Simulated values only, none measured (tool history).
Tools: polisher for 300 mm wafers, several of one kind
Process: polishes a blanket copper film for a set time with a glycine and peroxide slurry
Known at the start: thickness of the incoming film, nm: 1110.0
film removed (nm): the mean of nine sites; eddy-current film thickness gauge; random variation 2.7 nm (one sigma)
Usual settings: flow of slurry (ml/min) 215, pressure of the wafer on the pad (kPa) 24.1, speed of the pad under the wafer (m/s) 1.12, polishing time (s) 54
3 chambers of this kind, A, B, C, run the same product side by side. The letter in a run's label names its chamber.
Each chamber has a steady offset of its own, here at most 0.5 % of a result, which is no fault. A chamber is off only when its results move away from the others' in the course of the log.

run	hour	flow of slurry (ml/min)	pressure of the wafer on the pad (kPa)	speed of the pad under the wafer (m/s)	polishing time (s)	film removed (nm)
# hour 5.7: chamber A: worn pad replaced by a new one
1B	8.6	215	24.1	1.12	54	431.90
2C	16.5	215	24.1	1.12	54	429.62
# hour 24.5: chamber C: slurry nozzle cleaned
3A	26.0	215	24.1	1.12	54	432.08
# hour 33.2: chamber B: worn pad replaced by a new one
4A	35.3	215	24.1	1.12	54	431.03
5C	42.0	215	24.1	1.12	54	431.26
6B	51.5	215	24.1	1.12	54	432.80
# hour 52.1: chamber C: worn pad replaced by a new one
7C	59.3	215	24.1	1.12	54	427.88
# hour 64.2: chamber A: worn pad replaced by a new one
8A	67.5	270	24.1	1.30	54	499.69
9B	72.7	270	24.1	1.30	54	496.67
10C	82.5	270	24.1	1.30	54	497.57
11B	89.3	215	24.1	1.12	54	429.00
12A	96.8	215	24.1	1.12	54	432.71
13C	103.8	215	24.1	1.12	54	435.47
14A	113.5	215	24.1	1.12	54	436.62
# hour 119.3: chamber A: worn pad replaced by a new one
15B	121.2	215	30.3	0.80	54	389.99
16A	127.4	215	30.3	0.80	54	391.37
# hour 127.6: chamber B: worn pad replaced by a new one
17B	137.4	215	30.3	0.80	54	388.62
18C	141.9	215	24.1	1.12	54	434.57
19A	146.7	215	24.1	1.12	54	431.33
# hour 151.0: chamber C: worn pad replaced by a new one
20C	155.5	215	17.9	1.12	54	333.51
21B	159.8	215	17.9	1.12	54	329.83
22C	169.8	215	17.9	1.12	54	330.86
# hour 174.8: chamber A: worn pad replaced by a new one
23A	177.3	215	24.1	1.12	54	431.33
24B	183.7	215	24.1	1.12	54	420.71
25A	189.6	215	24.1	1.12	54	435.18
26B	199.1	215	24.1	1.12	54	423.38
27C	204.6	215	24.1	1.12	54	429.17
28B	211.9	215	24.1	1.12	54	414.85
29C	222.0	215	24.1	1.12	54	433.30
30A	231.7	215	24.1	1.12	54	427.50
# hour 234.7: chamber A: head pressure recalibrated
31B	236.5	215	24.1	1.12	54	421.26
# hour 237.3: chamber A: worn pad replaced by a new one
# hour 237.6: chamber B: worn pad replaced by a new one
32A	244.5	215	24.1	1.12	54	433.30
33C	249.0	215	24.1	1.12	54	433.73
34C	254.2	215	24.1	1.12	54	426.06
35B	263.4	215	24.1	1.12	54	412.60
36A	273.3	215	24.1	1.12	54	434.18
37B	281.1	215	24.1	1.12	54	414.16

Is one chamber off against the others, does the gauge drift, or is nothing wrong? If a chamber is off, say which, and what the likeliest cause is.

Chamber B drifts away from the others.
Cause: head's pressure below its setpoint, % = 4.53.
The log may not tell that from: slurry flow missing at the pad, %.

Here are 4 candidates for chamber B's next run, each the usual settings with a change, their results left as question marks. Which one brings its results back in line with what the others give on the usual settings?
In line means no further than this from the other chambers' mean on the usual settings: film removed (nm) 9.30
38B-1	288.3	215	24.8	1.14	56	?
38B-2	288.3	215	24.1	1.10	53	?
38B-3	288.3	215	24.1	1.12	50	?
38B-4	288.3	215	24.8	1.12	55	?

The other chambers' mean on the usual settings: film removed (nm) 430.67
run	film removed (nm)
38B-1	447.06
38B-2	400.51
38B-3	383.66
38B-4	432.48
38B-4 brings the chamber back in line.
